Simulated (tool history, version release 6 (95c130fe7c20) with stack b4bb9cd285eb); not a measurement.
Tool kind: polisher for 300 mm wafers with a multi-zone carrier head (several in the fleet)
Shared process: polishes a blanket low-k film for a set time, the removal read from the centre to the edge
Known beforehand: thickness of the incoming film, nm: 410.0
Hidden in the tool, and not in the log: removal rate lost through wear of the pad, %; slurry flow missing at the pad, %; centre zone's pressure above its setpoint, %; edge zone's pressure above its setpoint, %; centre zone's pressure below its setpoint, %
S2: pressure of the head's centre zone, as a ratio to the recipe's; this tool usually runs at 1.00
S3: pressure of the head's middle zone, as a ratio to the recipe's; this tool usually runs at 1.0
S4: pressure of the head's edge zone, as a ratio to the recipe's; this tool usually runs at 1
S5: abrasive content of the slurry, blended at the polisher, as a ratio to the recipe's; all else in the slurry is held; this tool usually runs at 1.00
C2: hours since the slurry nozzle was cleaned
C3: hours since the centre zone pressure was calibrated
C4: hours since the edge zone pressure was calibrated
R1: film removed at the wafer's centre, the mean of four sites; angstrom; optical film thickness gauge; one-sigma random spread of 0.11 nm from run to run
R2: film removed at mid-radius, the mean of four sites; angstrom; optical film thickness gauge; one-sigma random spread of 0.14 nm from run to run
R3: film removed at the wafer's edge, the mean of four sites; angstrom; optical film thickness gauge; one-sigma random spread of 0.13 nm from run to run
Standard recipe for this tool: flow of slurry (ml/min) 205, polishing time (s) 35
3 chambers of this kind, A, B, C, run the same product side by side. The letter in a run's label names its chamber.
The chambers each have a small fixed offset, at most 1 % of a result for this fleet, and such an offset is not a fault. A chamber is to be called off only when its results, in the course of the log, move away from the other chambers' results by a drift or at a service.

run 1B hour=8.5 | flow_of_slurry_(ml/min)=205 S2=1.00 S3=1.0 S4=1 S5=1.00 polishing_time_(s)=35 | wafers_polished_on_this_pad=525 C2=395.3 C3=788.6 C4=87.1 | R1=128.99 R2=134.03 R3=135.55
run 2C hour=13.9 | flow_of_slurry_(ml/min)=205 S2=1.00 S3=1.0 S4=1 S5=1.00 polishing_time_(s)=35 | wafers_polished_on_this_pad=252 C2=279.1 C3=48.0 C4=13.9 | R1=132.29 R2=132.51 R3=133.40
-- hour=14.6 chamber B: centre zone pressure recalibrated
run 3A hour=17.7 | flow_of_slurry_(ml/min)=205 S2=1.00 S3=1.0 S4=1 S5=1.00 polishing_time_(s)=35 | wafers_polished_on_this_pad=1086 C2=207.5 C3=293.3 C4=790.5 | R1=131.03 R2=129.84 R3=132.78
-- hour=20.0 chamber B: worn pad replaced by a new one
run 4C hour=24.1 | flow_of_slurry_(ml/min)=205 S2=1.00 S3=1.0 S4=1 S5=1.00 polishing_time_(s)=35 | wafers_polished_on_this_pad=346 C2=289.3 C3=58.2 C4=24.1 | R1=133.86 R2=133.34 R3=134.72
run 5A hour=31.0 | flow_of_slurry_(ml/min)=205 S2=1.09 S3=1.0 S4=1 S5=1.15 polishing_time_(s)=35 | wafers_polished_on_this_pad=1209 C2=220.8 C3=306.6 C4=803.8 | R1=156.61 R2=142.47 R3=139.65
run 6B hour=38.8 | flow_of_slurry_(ml/min)=205 S2=1.09 S3=1.0 S4=1 S5=1.15 polishing_time_(s)=35 | wafers_polished_on_this_pad=173 C2=425.6 C3=24.2 C4=117.4 | R1=155.36 R2=142.14 R3=141.86
run 7B hour=44.4 | flow_of_slurry_(ml/min)=205 S2=1.09 S3=1.0 S4=1 S5=1.15 polishing_time_(s)=35 | wafers_polished_on_this_pad=224 C2=431.2 C3=29.8 C4=123.0 | R1=155.89 R2=143.44 R3=139.58
run 8C hour=50.4 | flow_of_slurry_(ml/min)=205 S2=1.00 S3=1.0 S4=1 S5=1.00 polishing_time_(s)=35 | wafers_polished_on_this_pad=588 C2=315.6 C3=84.5 C4=50.4 | R1=132.75 R2=134.18 R3=133.24
run 9A hour=58.4 | flow_of_slurry_(ml/min)=205 S2=1.00 S3=1.0 S4=1 S5=1.00 polishing_time_(s)=35 | wafers_polished_on_this_pad=1461 C2=248.2 C3=334.0 C4=831.2 | R1=133.02 R2=134.96 R3=134.91
run 10C hour=62.6 | flow_of_slurry_(ml/min)=205 S2=1.00 S3=1.0 S4=1 S5=1.00 polishing_time_(s)=35 | wafers_polished_on_this_pad=700 C2=327.8 C3=96.7 C4=62.6 | R1=132.38 R2=133.75 R3=133.66
-- hour=67.2 chamber A: worn pad replaced by a new one
run 11A hour=67.9 | flow_of_slurry_(ml/min)=205 S2=1.00 S3=1.0 S4=1 S5=1.00 polishing_time_(s)=35 | wafers_polished_on_this_pad=7 C2=257.7 C3=343.5 C4=840.7 | R1=134.44 R2=131.05 R3=131.51
run 12B hour=76.1 | flow_of_slurry_(ml/min)=205 S2=1.00 S3=1.0 S4=1 S5=1.00 polishing_time_(s)=35 | wafers_polished_on_this_pad=516 C2=462.9 C3=61.5 C4=154.7 | R1=130.71 R2=133.17 R3=131.38
-- hour=80.7 chamber B: worn pad replaced by a new one
run 13B hour=83.1 | flow_of_slurry_(ml/min)=205 S2=1.00 S3=1.0 S4=1 S5=1.00 polishing_time_(s)=35 | wafers_polished_on_this_pad=22 C2=469.9 C3=68.5 C4=161.7 | R1=132.72 R2=134.50 R3=132.08
run 14C hour=89.8 | flow_of_slurry_(ml/min)=235 S2=1.00 S3=1.0 S4=1 S5=1.00 polishing_time_(s)=35 | wafers_polished_on_this_pad=951 C2=355.0 C3=123.9 C4=89.8 | R1=137.50 R2=134.62 R3=136.53
run 15A hour=94.5 | flow_of_slurry_(ml/min)=235 S2=1.00 S3=1.0 S4=1 S5=1.00 polishing_time_(s)=35 | wafers_polished_on_this_pad=252 C2=284.3 C3=370.1 C4=867.3 | R1=138.82 R2=135.40 R3=135.40
run 16B hour=102.5 | flow_of_slurry_(ml/min)=235 S2=1.00 S3=1.0 S4=1 S5=1.00 polishing_time_(s)=35 | wafers_polished_on_this_pad=200 C2=489.3 C3=87.9 C4=181.1 | R1=134.87 R2=137.21 R3=134.89
run 17C hour=106.7 | flow_of_slurry_(ml/min)=205 S2=1.00 S3=1.0 S4=1 S5=1.00 polishing_time_(s)=35 | wafers_polished_on_this_pad=1106 C2=371.9 C3=140.8 C4=106.7 | R1=132.87 R2=131.52 R3=133.86
-- hour=111.6 chamber C: worn pad replaced by a new one
run 18A hour=112.4 | flow_of_slurry_(ml/min)=255 S2=1.11 S3=1.0 S4=1 S5=1.00 polishing_time_(s)=35 | wafers_polished_on_this_pad=417 C2=302.2 C3=388.0 C4=885.2 | R1=157.01 R2=134.84 R3=134.56
run 19B hour=119.8 | flow_of_slurry_(ml/min)=255 S2=1.11 S3=1.0 S4=1 S5=1.00 polishing_time_(s)=35 | wafers_polished_on_this_pad=360 C2=506.6 C3=105.2 C4=198.4 | R1=153.22 R2=138.91 R3=135.73
run 20C hour=127.5 | flow_of_slurry_(ml/min)=255 S2=1.11 S3=1.0 S4=1 S5=1.00 polishing_time_(s)=35 | wafers_polished_on_this_pad=147 C2=392.7 C3=161.6 C4=127.5 | R1=152.05 R2=136.41 R3=136.08
run 21A hour=136.0 | flow_of_slurry_(ml/min)=205 S2=1.00 S3=1.0 S4=1 S5=1.00 polishing_time_(s)=35 | wafers_polished_on_this_pad=634 C2=325.8 C3=411.6 C4=908.8 | R1=140.63 R2=130.41 R3=135.21
run 22A hour=141.7 | flow_of_slurry_(ml/min)=205 S2=1.00 S3=1.0 S4=1 S5=1.00 polishing_time_(s)=35 | wafers_polished_on_this_pad=686 C2=331.5 C3=417.3 C4=914.5 | R1=137.78 R2=131.08 R3=133.13
run 23C hour=145.7 | flow_of_slurry_(ml/min)=205 S2=1.00 S3=1.0 S4=1 S5=1.00 polishing_time_(s)=35 | wafers_polished_on_this_pad=314 C2=410.9 C3=179.8 C4=145.7 | R1=132.05 R2=130.74 R3=133.09
run 24B hour=151.5 | flow_of_slurry_(ml/min)=205 S2=1.00 S3=1.0 S4=1 S5=1.00 polishing_time_(s)=35 | wafers_polished_on_this_pad=651 C2=538.3 C3=136.9 C4=230.1 | R1=132.61 R2=133.58 R3=134.73
-- hour=156.4 chamber B: worn pad replaced by a new one
run 25C hour=159.5 | flow_of_slurry_(ml/min)=205 S2=1.00 S3=1.0 S4=1 S5=1.00 polishing_time_(s)=35 | wafers_polished_on_this_pad=441 C2=424.7 C3=193.6 C4=159.5 | R1=131.57 R2=134.16 R3=133.39
run 26A hour=163.6 | flow_of_slurry_(ml/min)=205 S2=1.00 S3=1.0 S4=1 S5=1.00 polishing_time_(s)=35 | wafers_polished_on_this_pad=888 C2=353.4 C3=439.2 C4=936.4 | R1=140.60 R2=131.51 R3=131.22
run 27B hour=171.3 | flow_of_slurry_(ml/min)=205 S2=1.00 S3=1.0 S4=1 S5=1.00 polishing_time_(s)=35 | wafers_polished_on_this_pad=137 C2=558.1 C3=156.7 C4=249.9 | R1=133.01 R2=132.58 R3=132.26
run 28B hour=178.1 | flow_of_slurry_(ml/min)=205 S2=1.00 S3=1.1 S4=1 S5=0.85 polishing_time_(s)=35 | wafers_polished_on_this_pad=199 C2=564.9 C3=163.5 C4=256.7 | R1=120.76 R2=136.97 R3=121.68
run 29C hour=182.2 | flow_of_slurry_(ml/min)=205 S2=1.00 S3=1.1 S4=1 S5=0.85 polishing_time_(s)=35 | wafers_polished_on_this_pad=650 C2=447.4 C3=216.3 C4=182.2 | R1=122.34 R2=132.18 R3=122.56
run 30A hour=187.4 | flow_of_slurry_(ml/min)=205 S2=1.00 S3=1.1 S4=1 S5=0.85 polishing_time_(s)=35 | wafers_polished_on_this_pad=1107 C2=377.2 C3=463.0 C4=960.2 | R1=133.59 R2=134.65 R3=121.67
run 31A hour=195.2 | flow_of_slurry_(ml/min)=205 S2=1.00 S3=1.0 S4=1 S5=1.00 polishing_time_(s)=35 | wafers_polished_on_this_pad=1179 C2=385.0 C3=470.8 C4=968.0 | R1=144.75 R2=131.05 R3=134.47
run 32B hour=199.2 | flow_of_slurry_(ml/min)=205 S2=1.00 S3=1.0 S4=1 S5=1.00 polishing_time_(s)=35 | wafers_polished_on_this_pad=394 C2=586.0 C3=184.6 C4=277.8 | R1=133.37 R2=134.01 R3=134.12
run 33C hour=204.3 | flow_of_slurry_(ml/min)=205 S2=1.00 S3=1.0 S4=1 S5=0.85 polishing_time_(s)=35 | wafers_polished_on_this_pad=854 C2=469.5 C3=238.4 C4=204.3 | R1=121.33 R2=123.06 R3=124.47
run 34A hour=208.8 | flow_of_slurry_(ml/min)=205 S2=1.00 S3=1.0 S4=1 S5=0.85 polishing_time_(s)=35 | wafers_polished_on_this_pad=1304 C2=398.6 C3=484.4 C4=981.6 | R1=134.91 R2=119.97 R3=122.73

What goes on in this fleet: one chamber off, a drifting gauge, or nothing beyond the chambers' own small offsets? Name the chamber and the cause, if any.

Chamber A drifts away from the others.
What lies behind it: centre zone's pressure above its setpoint, % = 10.3.

Which of the 4 candidates below, each the usual settings with something changed and its results left as question marks, puts chamber A back in line with what the other chambers give on the usual settings?
A result is in line if it is within this distance of the other chambers' mean on the usual settings: R1 4.00 angstrom; R2 4.80 angstrom; R3 4.50 angstrom
run 35A-1 hour=215.0 | flow_of_slurry_(ml/min)=195 S2=0.88 S3=1.04 S4=1.03 S5=1.00 polishing_time_(s)=35 | R1=? R2=? R3=?
run 35A-2 hour=215.0 | flow_of_slurry_(ml/min)=215 S2=1.14 S3=0.96 S4=0.96 S5=1.00 polishing_time_(s)=35 | R1=? R2=? R3=?
run 35A-3 hour=215.0 | flow_of_slurry_(ml/min)=200 S2=0.91 S3=1.03 S4=1.03 S5=1.00 polishing_time_(s)=35 | R1=? R2=? R3=?
run 35A-4 hour=215.0 | flow_of_slurry_(ml/min)=210 S2=1.09 S3=0.97 S4=0.97 S5=1.00 polishing_time_(s)=35 | R1=? R2=? R3=?

Other chambers, usual settings, mean: R1 131.94 angstrom; R2 133.28 angstrom; R3 133.11 angstrom
run=35A-1 R1=126.72 R2=134.24 R3=133.85
run=35A-2 R1=171.27 R2=126.54 R3=130.64
run=35A-3 R1=132.13 R2=133.58 R3=134.26
run=35A-4 R1=162.48 R2=127.33 R3=130.98
35A-3 is the one that brings the chamber's results back in line with the other chambers.

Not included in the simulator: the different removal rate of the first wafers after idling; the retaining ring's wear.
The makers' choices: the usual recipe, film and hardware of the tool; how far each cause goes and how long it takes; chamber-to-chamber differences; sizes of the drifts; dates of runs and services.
